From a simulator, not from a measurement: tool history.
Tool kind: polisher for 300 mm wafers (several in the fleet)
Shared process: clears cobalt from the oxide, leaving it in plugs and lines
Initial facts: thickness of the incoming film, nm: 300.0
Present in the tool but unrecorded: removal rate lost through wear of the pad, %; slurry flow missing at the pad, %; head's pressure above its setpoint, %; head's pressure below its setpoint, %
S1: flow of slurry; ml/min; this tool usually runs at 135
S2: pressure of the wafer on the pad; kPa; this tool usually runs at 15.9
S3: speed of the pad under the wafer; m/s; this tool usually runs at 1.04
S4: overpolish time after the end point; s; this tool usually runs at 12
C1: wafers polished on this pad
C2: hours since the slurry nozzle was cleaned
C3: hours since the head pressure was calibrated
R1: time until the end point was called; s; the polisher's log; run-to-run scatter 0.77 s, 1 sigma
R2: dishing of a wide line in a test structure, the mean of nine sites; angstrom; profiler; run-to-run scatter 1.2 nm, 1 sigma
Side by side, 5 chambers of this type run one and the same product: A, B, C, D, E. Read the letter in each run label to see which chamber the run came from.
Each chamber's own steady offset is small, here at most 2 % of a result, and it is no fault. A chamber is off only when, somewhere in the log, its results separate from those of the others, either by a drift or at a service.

run   hour   S1    S2    S3  S4    C1     C2      C3      R1      R2
 1E    6.9  135  15.9  1.04  12   563  719.1   263.4  42.831  480.87
      11.7  -- chamber C: worn pad replaced by a new one
 2D   13.8  135  15.9  1.04  12   796  307.1   541.3  42.697   480.7
      19.3  -- chamber E: worn pad replaced by a new one
      19.8  -- chamber D: worn pad replaced by a new one
 3C   22.1  135  15.9  1.04  12   147     37   312.8  42.691  519.21
 4B   26.6  135  15.9  1.04  12   564  202.8   129.4  41.828   481.6
 5A   31.3  135  15.9  1.04  12   566  702.5   818.7  43.948  477.03
 6B   40.4  135  15.9  1.04  12   757  216.6   143.2  41.458  500.01
      45.5  -- chamber E: slurry nozzle cleaned
      45.6  -- chamber B: slurry nozzle cleaned
      48.5  -- chamber B: worn pad replaced by a new one
 7A   48.7  135  15.9  1.04  12   810  719.9   836.1  43.155  501.46
 8C   57.8  135  15.9  1.04  12   648   72.7   348.5  42.837  504.06
 9D   63.1  135  15.9  1.04  12   608  356.4   590.6  41.853  469.82
      67.8  -- chamber C: worn pad replaced by a new one
      70.1  -- chamber A: worn pad replaced by a new one
10E   70.4  135  15.9  1.04  12   718     25   326.9  42.943   487.3
11A   75.2  135  15.9  1.04  12    71  746.4   862.6  43.334  476.09
      79.7  -- chamber E: worn pad replaced by a new one
      83.7  -- chamber D: worn pad replaced by a new one
12C   84.1   95  15.9  0.76  12   229     99   374.8  63.695  398.43
13B   89.5   95  15.9  0.76  12   576   43.9   192.3  60.637  394.12
14D   95.1   95  15.9  0.76  12   161  388.4   622.6  62.488  364.86
      96.4  -- chamber A: slurry nozzle cleaned
15E  100.3   95  15.9  0.76  12   290   54.9   356.8  61.647  392.23
     101.3  -- chamber B: worn pad replaced by a new one
16A  108.8   95  15.9  0.76  12   543   12.5   896.2  61.672  398.71
17D  114.4  135  15.9  1.04  12   432  407.7   641.9  41.885  490.87
18B  120.9  135  15.9  1.22  16   276   75.3   223.7  35.204  585.76
19C  130.6  135  15.9  1.22  16   883  145.5   421.3  36.577  584.96
     135.5  -- chamber C: worn pad replaced by a new one
20E  140.2  135  15.9  1.22  16   850   94.8   396.7  34.529  592.87
     141.1  -- chamber D: worn pad replaced by a new one
     142.4  -- chamber A: worn pad replaced by a new one
     143.6  -- chamber E: worn pad replaced by a new one
21E  144.9  135  15.9  1.22  16    18   99.5   401.4  34.638   606.5
22A  153.9  135  15.9  1.22  16   162   57.6   941.3  34.889  604.44
     157.4  -- chamber B: worn pad replaced by a new one
23D  163.1  135  15.9  1.04  12   310  456.4   690.6  43.181  477.02
     166.2  -- chamber D: slurry nozzle cleaned
24B  169.9  135  15.9  1.04  12   176  124.3   272.7  41.994  495.72
25C    179  135  15.9  1.04  12   611  193.9   469.7  41.651  477.28
26E  183.6  135  15.9  1.04  12   562  138.2   440.1  40.163  499.92
27B    192  135  15.9  1.04  12   486  146.4   294.8  43.061  513.29
     193.5  -- chamber D: worn pad replaced by a new one
     195.7  -- chamber C: worn pad replaced by a new one
28C  197.5  135  15.9  1.04  12    26  212.4   488.2  42.132  479.62
     198.7  -- chamber E: worn pad replaced by a new one
29A  207.1  135  15.9  1.04  12   909  110.8   994.5  42.763   493.7
     208.1  -- chamber A: worn pad replaced by a new one
30D  213.2  135  15.9  1.04  12   277     47   740.7  43.303  483.44
31A  218.3  135  15.9  1.04  12   144    122  1005.7  43.058  466.76
     219.2  -- chamber B: worn pad replaced by a new one
32D  225.7  135  15.9  1.04  12   453   59.5   753.2   43.54  507.65
33C  231.7  135  15.9  1.04  12   506  246.6   522.4  41.409  487.09
34E  236.5  135  15.9  1.04  12   532  191.1     493  42.362  498.86
35B  244.1  135  15.9  1.04  12   349  198.5   346.9  42.446  510.48
     244.7  -- chamber B: slurry nozzle cleaned
36D  249.3  135  11.7  1.04  12   784   83.1   776.8   57.62  414.66
     249.9  -- chamber E: worn pad replaced by a new one
37E  255.8  135  11.7  1.04  12    83  210.4   512.3  56.012  425.68
       258  -- chamber C: worn pad replaced by a new one
38C  265.2  135  11.7  1.04  12   101  280.1   555.9  58.198  405.49
39A  273.2  135  11.7  1.04  12   915  176.9  1060.6  55.989  412.46
     282.1  -- chamber B: worn pad replaced by a new one
40B    283  135  11.7  1.04  12    13   38.3   385.8  55.269  415.33
41A  288.8  135  15.9  1.04  12  1134  192.5  1076.2   42.81  465.52

Read the log: is a single chamber off, either drifting away or since a service, is the gauge that measures every chamber drifting, or is nothing wrong beyond small per-chamber offsets? Name any odd chamber and what most likely caused it.

Beyond each chamber's small constant offset nothing stands out, and the gauge stays steady.
